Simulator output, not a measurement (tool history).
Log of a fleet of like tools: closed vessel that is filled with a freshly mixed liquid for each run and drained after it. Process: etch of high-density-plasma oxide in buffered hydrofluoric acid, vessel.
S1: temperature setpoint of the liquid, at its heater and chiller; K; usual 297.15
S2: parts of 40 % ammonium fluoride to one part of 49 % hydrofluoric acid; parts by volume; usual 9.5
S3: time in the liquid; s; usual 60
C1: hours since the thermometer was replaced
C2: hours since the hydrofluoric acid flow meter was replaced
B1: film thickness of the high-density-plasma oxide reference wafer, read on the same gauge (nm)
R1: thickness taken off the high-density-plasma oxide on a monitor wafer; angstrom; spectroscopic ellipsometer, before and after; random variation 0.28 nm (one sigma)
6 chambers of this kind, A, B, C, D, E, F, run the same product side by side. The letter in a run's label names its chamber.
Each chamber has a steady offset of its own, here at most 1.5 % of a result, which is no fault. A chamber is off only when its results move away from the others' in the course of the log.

run 1F hour=8 | S1=297.15 S2=9.5 S3=60 | C1=332.2 C2=812.5 | B1=110 | R1=767.36
run 2D hour=17.8 | S1=297.15 S2=9.5 S3=60 | C1=1218.7 C2=2208 | B1=109.98 | R1=772.33
run 3B hour=25.9 | S1=297.15 S2=9.5 S3=60 | C1=793.6 C2=794.3 | B1=110.05 | R1=776.82
run 4E hour=33.6 | S1=297.15 S2=9.5 S3=60 | C1=1448.5 C2=740.2 | B1=110.02 | R1=775.93
run 5C hour=40.9 | S1=297.15 S2=9.5 S3=60 | C1=1462.8 C2=65.4 | B1=110.02 | R1=773.76
run 6A hour=49.9 | S1=297.15 S2=9.5 S3=60 | C1=249.3 C2=1205 | B1=109.98 | R1=774.75
run 7C hour=55.7 | S1=297.15 S2=9.5 S3=60 | C1=1477.6 C2=80.2 | B1=109.97 | R1=771.39
run 8E hour=67 | S1=297.15 S2=9.5 S3=60 | C1=1481.9 C2=773.6 | B1=110.06 | R1=774.52
run 9B hour=75.7 | S1=297.15 S2=9.5 S3=60 | C1=843.4 C2=844.1 | B1=109.95 | R1=782.1
run 10A hour=85.4 | S1=297.15 S2=9.5 S3=60 | C1=284.8 C2=1240.5 | B1=109.99 | R1=776.85
run 11F hour=97.4 | S1=297.15 S2=9.5 S3=60 | C1=421.6 C2=901.9 | B1=110.01 | R1=767.32
run 12D hour=106.1 | S1=297.15 S2=9.5 S3=60 | C1=1307 C2=2296.3 | B1=109.96 | R1=773.07
run 13A hour=112.1 | S1=297.15 S2=9.5 S3=35 | C1=311.5 C2=1267.2 | B1=110.01 | R1=450.63
run 14C hour=118.2 | S1=297.15 S2=9.5 S3=35 | C1=1540.1 C2=142.7 | B1=109.95 | R1=450.49
-- hour=130.1 chamber D: thermometer replaced
run 15E hour=130.3 | S1=297.15 S2=9.5 S3=35 | C1=1545.2 C2=836.9 | B1=109.99 | R1=452.26
run 16B hour=136.1 | S1=297.15 S2=9.5 S3=35 | C1=903.8 C2=904.5 | B1=109.98 | R1=451.39
run 17F hour=142 | S1=297.15 S2=9.5 S3=35 | C1=466.2 C2=946.5 | B1=109.96 | R1=445.62
run 18D hour=147.6 | S1=297.15 S2=9.5 S3=35 | C1=17.5 C2=2337.8 | B1=109.99 | R1=450.08
-- hour=148.6 chamber D: hydrofluoric acid flow meter replaced
run 19C hour=156.4 | S1=297.15 S2=9.5 S3=60 | C1=1578.3 C2=180.9 | B1=109.97 | R1=768.76
run 20D hour=168.7 | S1=297.15 S2=9.5 S3=60 | C1=38.6 C2=20.2 | B1=109.97 | R1=772.6
run 21E hour=174.3 | S1=301.15 S2=7.5 S3=60 | C1=1589.2 C2=880.9 | B1=109.99 | R1=1207
run 22B hour=181.5 | S1=301.15 S2=7.5 S3=60 | C1=949.2 C2=949.9 | B1=110.02 | R1=1214.6
run 23A hour=191.4 | S1=301.15 S2=7.5 S3=60 | C1=390.8 C2=1346.5 | B1=110.03 | R1=1198.2
run 24F hour=200.8 | S1=301.15 S2=7.5 S3=60 | C1=525 C2=1005.3 | B1=110.02 | R1=1206.9
run 25C hour=207.3 | S1=301.15 S2=7.5 S3=60 | C1=1629.2 C2=231.8 | B1=110 | R1=1195.2
run 26A hour=217.5 | S1=301.15 S2=7.5 S3=60 | C1=416.9 C2=1372.6 | B1=110.03 | R1=1205.4
run 27E hour=225.2 | S1=297.15 S2=9.5 S3=60 | C1=1640.1 C2=931.8 | B1=109.99 | R1=777.16
-- hour=233.6 chamber C: thermometer replaced
run 28D hour=237.2 | S1=297.15 S2=9.5 S3=60 | C1=107.1 C2=88.7 | B1=109.97 | R1=769.32
run 29F hour=242.6 | S1=297.15 S2=7 S3=85 | C1=566.8 C2=1047.1 | B1=109.98 | R1=1478.4
run 30B hour=249 | S1=297.15 S2=7 S3=85 | C1=1016.7 C2=1017.4 | B1=110.02 | R1=1497.6
run 31E hour=258 | S1=297.15 S2=7 S3=85 | C1=1672.9 C2=964.6 | B1=109.99 | R1=1473.8
run 32B hour=264.1 | S1=297.15 S2=7 S3=85 | C1=1031.8 C2=1032.5 | B1=109.99 | R1=1477.4
run 33C hour=271.9 | S1=297.15 S2=7 S3=85 | C1=38.4 C2=296.4 | B1=110 | R1=1484.5
run 34F hour=277.2 | S1=297.15 S2=7 S3=85 | C1=601.4 C2=1081.7 | B1=109.99 | R1=1475.4
run 35A hour=287.7 | S1=297.15 S2=9.5 S3=60 | C1=487.1 C2=1442.8 | B1=110.06 | R1=773.47
run 36D hour=294.9 | S1=297.15 S2=9.5 S3=60 | C1=164.8 C2=146.4 | B1=109.97 | R1=769.42
run 37F hour=300.5 | S1=297.15 S2=5.5 S3=60 | C1=624.7 C2=1105 | B1=110.05 | R1=1284.3

All 6 chambers run these settings next. Forecast each chamber's results:
run 38A hour=309.3 | S1=297.15 S2=9.5 S3=60 | R1=?
run 38B hour=309.3 | S1=297.15 S2=9.5 S3=60 | R1=?
run 38C hour=309.3 | S1=297.15 S2=9.5 S3=60 | R1=?
run 38D hour=309.3 | S1=297.15 S2=9.5 S3=60 | R1=?
run 38E hour=309.3 | S1=297.15 S2=9.5 S3=60 | R1=?
run 38F hour=309.3 | S1=297.15 S2=9.5 S3=60 | R1=?

run=38A R1=776.37
run=38B R1=778.95
run=38C R1=764.93
run=38D R1=773.86
run=38E R1=775.33
run=38F R1=765.04

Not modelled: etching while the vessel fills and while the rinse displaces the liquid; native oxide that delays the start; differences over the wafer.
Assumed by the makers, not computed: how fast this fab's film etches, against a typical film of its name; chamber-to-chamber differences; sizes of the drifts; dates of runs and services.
